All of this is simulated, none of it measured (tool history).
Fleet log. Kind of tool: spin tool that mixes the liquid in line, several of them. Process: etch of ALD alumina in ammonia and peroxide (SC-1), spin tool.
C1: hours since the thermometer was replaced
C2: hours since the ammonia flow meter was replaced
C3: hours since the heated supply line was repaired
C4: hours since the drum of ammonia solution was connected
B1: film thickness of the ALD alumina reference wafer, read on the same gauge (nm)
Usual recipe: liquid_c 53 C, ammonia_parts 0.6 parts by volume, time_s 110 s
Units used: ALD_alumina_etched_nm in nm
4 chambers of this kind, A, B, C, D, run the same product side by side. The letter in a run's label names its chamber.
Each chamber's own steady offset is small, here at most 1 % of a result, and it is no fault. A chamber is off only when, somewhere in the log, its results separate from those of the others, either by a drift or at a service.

{"run": "1A", "hour": 2.9, "liquid_c": 53, "ammonia_parts": 0.6, "time_s": 110, "C1": 1149.6, "C2": 397.9, "C3": 1655.1, "C4": 920.7, "B1": 60.01, "ALD_alumina_etched_nm": 6.1167}
{"run": "2B", "hour": 6.8, "liquid_c": 53, "ammonia_parts": 0.6, "time_s": 110, "C1": 698.1, "C2": 753.3, "C3": 654.3, "C4": 12.9, "B1": 60.001, "ALD_alumina_etched_nm": 6.1}
{"run": "3C", "hour": 10.3, "liquid_c": 53, "ammonia_parts": 0.6, "time_s": 110, "C1": 326.5, "C2": 196.2, "C3": 52.3, "C4": 265, "B1": 59.998, "ALD_alumina_etched_nm": 6.208}
{"run": "4D", "hour": 15.0, "liquid_c": 53, "ammonia_parts": 0.6, "time_s": 110, "C1": 596.9, "C2": 68.8, "C3": 2365.6, "C4": 307.5, "B1": 59.979, "ALD_alumina_etched_nm": 6.1799}
{"run": "5D", "hour": 20.3, "liquid_c": 53, "ammonia_parts": 0.6, "time_s": 110, "C1": 602.2, "C2": 74.1, "C3": 2370.9, "C4": 312.8, "B1": 59.985, "ALD_alumina_etched_nm": 6.1729}
{"run": "6C", "hour": 24.2, "liquid_c": 61, "ammonia_parts": 0.6, "time_s": 110, "C1": 340.4, "C2": 210.1, "C3": 66.2, "C4": 278.9, "B1": 59.985, "ALD_alumina_etched_nm": 9.4294}
{"run": "7A", "hour": 28.7, "liquid_c": 61, "ammonia_parts": 0.6, "time_s": 110, "C1": 1175.4, "C2": 423.7, "C3": 1680.9, "C4": 946.5, "B1": 59.985, "ALD_alumina_etched_nm": 9.3333}
{"run": "8B", "hour": 33.9, "liquid_c": 61, "ammonia_parts": 0.6, "time_s": 110, "C1": 725.2, "C2": 780.4, "C3": 681.4, "C4": 40, "B1": 59.999, "ALD_alumina_etched_nm": 9.2301}
{"run": "9C", "hour": 38.8, "liquid_c": 61, "ammonia_parts": 0.6, "time_s": 110, "C1": 355, "C2": 224.7, "C3": 80.8, "C4": 293.5, "B1": 60.009, "ALD_alumina_etched_nm": 9.4101}
{"run": "10B", "hour": 41.6, "liquid_c": 53, "ammonia_parts": 0.6, "time_s": 110, "C1": 732.9, "C2": 788.1, "C3": 689.1, "C4": 47.7, "B1": 59.993, "ALD_alumina_etched_nm": 6.1864}
{"run": "11D", "hour": 44.1, "liquid_c": 53, "ammonia_parts": 0.6, "time_s": 110, "C1": 626, "C2": 97.9, "C3": 2394.7, "C4": 336.6, "B1": 60.011, "ALD_alumina_etched_nm": 6.2344}
{"run": "12A", "hour": 49.2, "liquid_c": 53, "ammonia_parts": 0.6, "time_s": 110, "C1": 1195.9, "C2": 444.2, "C3": 1701.4, "C4": 967, "B1": 60.025, "ALD_alumina_etched_nm": 6.1115}
{"run": "13B", "hour": 52.5, "liquid_c": 53, "ammonia_parts": 0.6, "time_s": 110, "C1": 743.8, "C2": 799, "C3": 700, "C4": 58.6, "B1": 59.999, "ALD_alumina_etched_nm": 6.0934}
{"run": "14C", "hour": 55.6, "liquid_c": 53, "ammonia_parts": 0.6, "time_s": 110, "C1": 371.8, "C2": 241.5, "C3": 97.6, "C4": 310.3, "B1": 60.002, "ALD_alumina_etched_nm": 6.1347}
{"run": "15D", "hour": 58.3, "liquid_c": 53, "ammonia_parts": 0.6, "time_s": 110, "C1": 640.2, "C2": 112.1, "C3": 2408.9, "C4": 350.8, "B1": 60.012, "ALD_alumina_etched_nm": 6.1902}
{"run": "16A", "hour": 63.2, "liquid_c": 53, "ammonia_parts": 0.6, "time_s": 110, "C1": 1209.9, "C2": 458.2, "C3": 1715.4, "C4": 981, "B1": 59.989, "ALD_alumina_etched_nm": 6.1189}
{"hour": 65.9, "done": "chamber A: ammonia flow meter replaced"}
{"run": "17C", "hour": 66.5, "liquid_c": 53, "ammonia_parts": 0.6, "time_s": 110, "C1": 382.7, "C2": 252.4, "C3": 108.5, "C4": 321.2, "B1": 60.012, "ALD_alumina_etched_nm": 6.1784}
{"run": "18A", "hour": 69.4, "liquid_c": 53, "ammonia_parts": 0.6, "time_s": 110, "C1": 1216.1, "C2": 3.6, "C3": 1721.6, "C4": 987.2, "B1": 59.986, "ALD_alumina_etched_nm": 6.1935}
{"run": "19B", "hour": 72.2, "liquid_c": 53, "ammonia_parts": 0.6, "time_s": 110, "C1": 763.5, "C2": 818.7, "C3": 719.7, "C4": 78.3, "B1": 60.013, "ALD_alumina_etched_nm": 6.1791}
{"hour": 73.1, "done": "chamber A: new drum of ammonia solution connected"}
{"run": "20D", "hour": 76.9, "liquid_c": 53, "ammonia_parts": 0.6, "time_s": 110, "C1": 658.8, "C2": 130.7, "C3": 2427.5, "C4": 369.4, "B1": 60.012, "ALD_alumina_etched_nm": 6.184}
{"run": "21A", "hour": 79.8, "liquid_c": 53, "ammonia_parts": 0.6, "time_s": 110, "C1": 1226.5, "C2": 14, "C3": 1732, "C4": 6.7, "B1": 60, "ALD_alumina_etched_nm": 6.2132}
{"run": "22D", "hour": 84.1, "liquid_c": 53, "ammonia_parts": 0.6, "time_s": 110, "C1": 666, "C2": 137.9, "C3": 2434.7, "C4": 376.6, "B1": 60.002, "ALD_alumina_etched_nm": 6.2033}
{"run": "23C", "hour": 86.7, "liquid_c": 53, "ammonia_parts": 0.6, "time_s": 110, "C1": 402.9, "C2": 272.6, "C3": 128.7, "C4": 341.4, "B1": 59.988, "ALD_alumina_etched_nm": 6.2467}
{"run": "24B", "hour": 90.1, "liquid_c": 53, "ammonia_parts": 0.6, "time_s": 110, "C1": 781.4, "C2": 836.6, "C3": 737.6, "C4": 96.2, "B1": 60.007, "ALD_alumina_etched_nm": 6.1043}
{"run": "25C", "hour": 94.3, "liquid_c": 53, "ammonia_parts": 0.6, "time_s": 110, "C1": 410.5, "C2": 280.2, "C3": 136.3, "C4": 349, "B1": 60.027, "ALD_alumina_etched_nm": 6.1607}
{"run": "26B", "hour": 98.0, "liquid_c": 53, "ammonia_parts": 0.6, "time_s": 110, "C1": 789.3, "C2": 844.5, "C3": 745.5, "C4": 104.1, "B1": 60.018, "ALD_alumina_etched_nm": 6.176}
{"run": "27D", "hour": 100.6, "liquid_c": 53, "ammonia_parts": 0.6, "time_s": 110, "C1": 682.5, "C2": 154.4, "C3": 2451.2, "C4": 393.1, "B1": 59.997, "ALD_alumina_etched_nm": 6.1706}
{"run": "28A", "hour": 103.9, "liquid_c": 53, "ammonia_parts": 0.6, "time_s": 110, "C1": 1250.6, "C2": 38.1, "C3": 1756.1, "C4": 30.8, "B1": 60.005, "ALD_alumina_etched_nm": 6.0904}
{"run": "29A", "hour": 107.4, "liquid_c": 53, "ammonia_parts": 0.6, "time_s": 110, "C1": 1254.1, "C2": 41.6, "C3": 1759.6, "C4": 34.3, "B1": 60.031, "ALD_alumina_etched_nm": 6.1454}
{"run": "30C", "hour": 112.5, "liquid_c": 53, "ammonia_parts": 0.6, "time_s": 110, "C1": 428.7, "C2": 298.4, "C3": 154.5, "C4": 367.2, "B1": 59.997, "ALD_alumina_etched_nm": 6.1796}
{"run": "31B", "hour": 116.0, "liquid_c": 53, "ammonia_parts": 0.6, "time_s": 110, "C1": 807.3, "C2": 862.5, "C3": 763.5, "C4": 122.1, "B1": 59.993, "ALD_alumina_etched_nm": 6.1515}
{"run": "32D", "hour": 118.5, "liquid_c": 53, "ammonia_parts": 0.6, "time_s": 110, "C1": 700.4, "C2": 172.3, "C3": 2469.1, "C4": 411, "B1": 59.997, "ALD_alumina_etched_nm": 6.2058}
{"run": "33B", "hour": 122.4, "liquid_c": 53, "ammonia_parts": 0.6, "time_s": 110, "C1": 813.7, "C2": 868.9, "C3": 769.9, "C4": 128.5, "B1": 59.999, "ALD_alumina_etched_nm": 6.1701}
{"run": "34A", "hour": 125.5, "liquid_c": 53, "ammonia_parts": 0.6, "time_s": 110, "C1": 1272.2, "C2": 59.7, "C3": 1777.7, "C4": 52.4, "B1": 59.996, "ALD_alumina_etched_nm": 6.1656}
{"run": "35D", "hour": 130.2, "liquid_c": 53, "ammonia_parts": 0.6, "time_s": 110, "C1": 712.1, "C2": 184, "C3": 2480.8, "C4": 422.7, "B1": 59.992, "ALD_alumina_etched_nm": 6.1925}
{"run": "36C", "hour": 135.0, "liquid_c": 53, "ammonia_parts": 0.6, "time_s": 110, "C1": 451.2, "C2": 320.9, "C3": 177, "C4": 389.7, "B1": 60.016, "ALD_alumina_etched_nm": 6.195}
{"run": "37D", "hour": 139.3, "liquid_c": 53, "ammonia_parts": 0.6, "time_s": 110, "C1": 721.2, "C2": 193.1, "C3": 2489.9, "C4": 431.8, "B1": 59.98, "ALD_alumina_etched_nm": 6.1066}
{"run": "38C", "hour": 142.3, "liquid_c": 53, "ammonia_parts": 0.6, "time_s": 110, "C1": 458.5, "C2": 328.2, "C3": 184.3, "C4": 397, "B1": 60.003, "ALD_alumina_etched_nm": 6.1657}
{"run": "39B", "hour": 144.7, "liquid_c": 53, "ammonia_parts": 0.6, "time_s": 110, "C1": 836, "C2": 891.2, "C3": 792.2, "C4": 150.8, "B1": 59.998, "ALD_alumina_etched_nm": 6.1442}
{"run": "40A", "hour": 147.5, "liquid_c": 53, "ammonia_parts": 0.6, "time_s": 110, "C1": 1294.2, "C2": 81.7, "C3": 1799.7, "C4": 74.4, "B1": 60.017, "ALD_alumina_etched_nm": 6.1352}
{"run": "41A", "hour": 150.9, "liquid_c": 53, "ammonia_parts": 0.6, "time_s": 110, "C1": 1297.6, "C2": 85.1, "C3": 1803.1, "C4": 77.8, "B1": 60.018, "ALD_alumina_etched_nm": 6.2009}

Which is it: a chamber that has drifted or been left off by a service, a gauge drift common to all chambers, or only each chamber's usual small offset? If a chamber is off, name it and its likeliest cause.

The fleet is healthy, with each chamber sitting at its usual small offset and no drift in the gauge.
